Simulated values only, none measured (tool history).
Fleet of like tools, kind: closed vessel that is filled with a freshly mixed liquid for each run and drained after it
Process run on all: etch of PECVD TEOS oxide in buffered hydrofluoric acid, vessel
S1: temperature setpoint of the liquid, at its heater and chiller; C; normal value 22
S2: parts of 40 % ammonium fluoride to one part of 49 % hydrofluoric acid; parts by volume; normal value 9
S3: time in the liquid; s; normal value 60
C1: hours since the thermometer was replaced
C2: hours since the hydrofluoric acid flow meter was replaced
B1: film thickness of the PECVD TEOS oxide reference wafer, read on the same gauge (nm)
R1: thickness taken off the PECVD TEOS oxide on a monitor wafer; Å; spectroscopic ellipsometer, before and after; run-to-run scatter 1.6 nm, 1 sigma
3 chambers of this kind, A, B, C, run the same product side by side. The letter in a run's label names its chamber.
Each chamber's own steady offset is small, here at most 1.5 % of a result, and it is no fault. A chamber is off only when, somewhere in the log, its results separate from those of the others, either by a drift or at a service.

run	hour	S1	S2	S3	C1	C2	B1	R1
1B	8.5	22	9	60	795.7	597.7	89.96	2145
2A	20	22	9	60	54.7	28	90.012	2103.6
3C	34.2	22	9	60	284.8	1338.8	90.041	2121
4A	44.4	22	9	60	79.1	52.4	90.001	2102.6
5C	60.3	22	12	35	310.9	1364.9	90	979.71
6B	68.7	22	12	35	855.9	657.9	89.982	967.83
7B	80.4	22	12	35	867.6	669.6	89.981	991.26
8A	88.6	22	9	60	123.3	96.6	89.997	2131.7
9C	100	22	9	60	350.6	1404.6	90.018	2107
10A	109.8	22	9	60	144.5	117.8	90.001	2108.9
11C	124.7	22	9	60	375.3	1429.3	89.978	2096.5
12B	141	22	9	60	928.2	730.2	89.97	2143.1
13A	154.9	22	9	60	189.6	162.9	89.952	2128.1
14B	168.3	24.5	9	60	955.5	757.5	89.99	2490.4
15C	176.8	24.5	9	60	427.4	1481.4	90.024	2404.5
16C	192.3	24.5	9	60	442.9	1496.9	90.04	2386.4
17B	204.9	22	9	60	992.1	794.1	89.986	2140.1
18A	212.4	19.5	9	60	247.1	220.4	90.021	1853.1
19C	221	19.5	9	60	471.6	1525.6	89.991	1816.7
20B	234.8	19.5	9	60	1022	824	90.001	1856.2
21A	246.8	22	9	60	281.5	254.8	90.004	2099.3
22C	258.5	22	9	60	509.1	1563.1	90.002	2089.6
23B	266.9	25	9	60	1054.1	856.1	90	2499.5
24A	283	25	9	60	317.7	291	90.003	2505.9
25C	298.7	25	9	60	549.3	1603.3	90.025	2430.9
# hour 307.6: chamber B: thermometer replaced
26B	308.3	22	9	60	0.7	897.5	90.01	2150.3
27A	316.4	22	9	60	351.1	324.4	89.975	2101.2
28C	324.6	22	6.5	30	575.2	1629.2	89.996	1433
29A	334.7	22	6.5	30	369.4	342.7	89.995	1493.6
30B	350.9	22	6.5	30	43.3	940.1	90.032	1501.1
31B	358.2	22	11	30	50.6	947.4	89.997	913.32
32C	373.9	22	11	30	624.5	1678.5	90.003	867.74
33A	390.1	22	11	30	424.8	398.1	89.976	909.35
34C	405.6	22	9	60	656.2	1710.2	90.001	2033.6
35B	421.9	22	9	60	114.3	1011.1	90.017	2153.6
36A	437.1	22	7.5	60	471.8	445.1	90.044	2577.1
37B	446.2	22	7.5	60	138.6	1035.4	89.995	2584.7

Read the log: is a single chamber off, either drifting away or since a service, is the gauge that measures every chamber drifting, or is nothing wrong beyond small per-chamber offsets? Name any odd chamber and what most likely caused it.

Little by little, chamber C moves away from the other chambers.
Most likely cause: hydrofluoric acid flow below the setpoint (%) = 6.92.
The log might look much the same if the cause were instead: liquid colder than its thermometer reads (K).

Below are 4 candidate recipes for chamber C's next run, each the usual settings with a change, their results shown as question marks. Which of them brings C's results back in line with what the other chambers give on the usual settings?
In line means no further than this from the other chambers' mean on the usual settings: R1 55 Å
38C-1	458	22.5	9	65				?
38C-2	458	20	9	60				?
38C-3	458	23	9	60				?
38C-4	458	21	9	60				?

Other chambers, usual settings, mean: R1 2129.7 Å
run	R1
38C-1	2258.4
38C-2	1818.6
38C-3	2142.7
38C-4	1921.9
It is 38C-3 that realigns the chamber with its peers.
